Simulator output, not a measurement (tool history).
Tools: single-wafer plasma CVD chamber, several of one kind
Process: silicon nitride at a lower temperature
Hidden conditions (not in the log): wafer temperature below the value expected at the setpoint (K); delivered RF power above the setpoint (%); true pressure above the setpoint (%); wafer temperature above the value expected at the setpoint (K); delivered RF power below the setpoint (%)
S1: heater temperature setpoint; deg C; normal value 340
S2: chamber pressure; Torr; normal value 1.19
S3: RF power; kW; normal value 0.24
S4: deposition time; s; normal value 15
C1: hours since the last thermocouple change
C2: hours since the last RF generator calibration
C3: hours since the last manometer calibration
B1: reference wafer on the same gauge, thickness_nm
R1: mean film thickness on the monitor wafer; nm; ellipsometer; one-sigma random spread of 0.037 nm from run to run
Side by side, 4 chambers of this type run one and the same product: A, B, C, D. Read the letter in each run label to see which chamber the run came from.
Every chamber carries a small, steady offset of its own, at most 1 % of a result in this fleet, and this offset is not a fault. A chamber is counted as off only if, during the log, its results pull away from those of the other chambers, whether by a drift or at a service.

run   hour   S1    S2     S3    S4      C1      C2      C3      B1      R1
 1B    6.1  340  1.19   0.24    15   167.6   336.1   978.5  11.505   13.95
 2D   11.5  340  1.19   0.24    15   731.5  1767.2   433.3  11.502  13.991
 3A   17.6  340  1.19   0.24    15   831.7   808.1   712.4  11.501  13.925
 4C   26.6  340  1.19   0.24    15   241.6   575.2  2657.3   11.51  14.033
 5D   32.1  340  1.19   0.21    15   752.1  1787.8   453.9  11.504  12.639
 6C   38.6  340  1.19   0.21    15   253.6   587.2  2669.3    11.5  12.768
 7B   46.8  340  1.19   0.21    15   208.3   376.8  1019.2  11.498  12.608
 8A     54  340  1.19   0.21    15   868.1   844.5   748.8  11.492  12.626
 9C   62.1  330  1.19   0.24  16.9   277.1   610.7  2692.8  11.496   15.85
10A     70  330  1.19   0.24  16.9   884.1   860.5   764.8  11.507  15.742
        73  -- chamber C: capacitance manometer re-zeroed and calibrated
11B   78.1  330  1.19   0.24  16.9   239.6   408.1  1050.5    11.5  15.757
12D   85.4  330  1.19   0.24  16.9   805.4  1841.1   507.2  11.501  15.724
13D   93.8  340  1.19  0.205  16.2   813.8  1849.5   515.6  11.498  13.429
14B  100.6  340  1.19  0.205  16.2   262.1   430.6    1073  11.501  13.451
15C  106.1  340  1.19  0.205  16.2   321.1   654.7    33.2  11.502  13.543
16A  113.9  340  1.19  0.205  16.2     928   904.4   808.7  11.501  13.371
17D  121.3  340  1.19   0.24    15   841.3    1877   543.1  11.503  14.024
18A  128.7  340  1.05   0.24    15   942.8   919.2   823.5  11.507  13.455
19B  136.5  340  1.05   0.24    15     298   466.5  1108.9  11.501  13.391
20C  145.1  340  1.05   0.24    15   360.1   693.7    72.2  11.502  13.506
21C  153.8  340  1.05   0.24    15   368.8   702.4    80.9  11.494  13.475
22D  163.1  340  1.19   0.24    15   883.1  1918.8   584.9  11.496  13.942
23B  169.7  340  1.19   0.24    15   331.2   499.7  1142.1  11.499   13.99
24A  176.8  340  1.19   0.24    15   990.9   967.3   871.6  11.509  13.972
25C  182.3  340  1.19   0.24    15   397.3   730.9   109.4  11.502  14.107
26B  188.7  340  1.19   0.24    15   350.2   518.7  1161.1  11.503  13.973
     196.4  -- chamber B: capacitance manometer re-zeroed and calibrated
27D  198.1  340  1.19   0.24    15   918.1  1953.8   619.9  11.505   13.97
28A  206.5  340  1.19   0.24    15  1020.6     997   901.3  11.503  13.935
29B    215  340  1.19   0.24    15   376.5     545    18.6  11.499  13.985
30C  222.1  340  1.19   0.24    15   437.1   770.7   149.2  11.507  14.095
31A    231  340  1.19   0.24    15  1045.1  1021.5   925.8  11.496  13.964
32D  238.3  340  1.19   0.24    15   958.3    1994   660.1  11.501  13.956
33C    244  340  1.19   0.24    15     459   792.6   171.1  11.498  14.067
34D  251.9  340  1.19   0.24    15   971.9  2007.6   673.7  11.502  13.964
35B  258.1  340  1.19   0.24    15   419.6   588.1    61.7  11.501  13.887
36A  264.2  340  1.19   0.24    15  1078.3  1054.7     959  11.492  13.949
37C  273.2  340  1.19   0.24  16.3   488.2   821.8   200.3  11.497   15.22
38B  281.2  340  1.19   0.24  16.3   442.7   611.2    84.8    11.5  15.144

For the next run the whole fleet of 4 chambers uses the same settings. Give each chamber's results:
39A  288.1  340  1.19  0.27  15                   ?
39B  288.1  340  1.19  0.27  15                   ?
39C  288.1  340  1.19  0.27  15                   ?
39D  288.1  340  1.19  0.27  15                   ?

run      R1
39A  15.143
39B  15.138
39C   15.21
39D  15.195
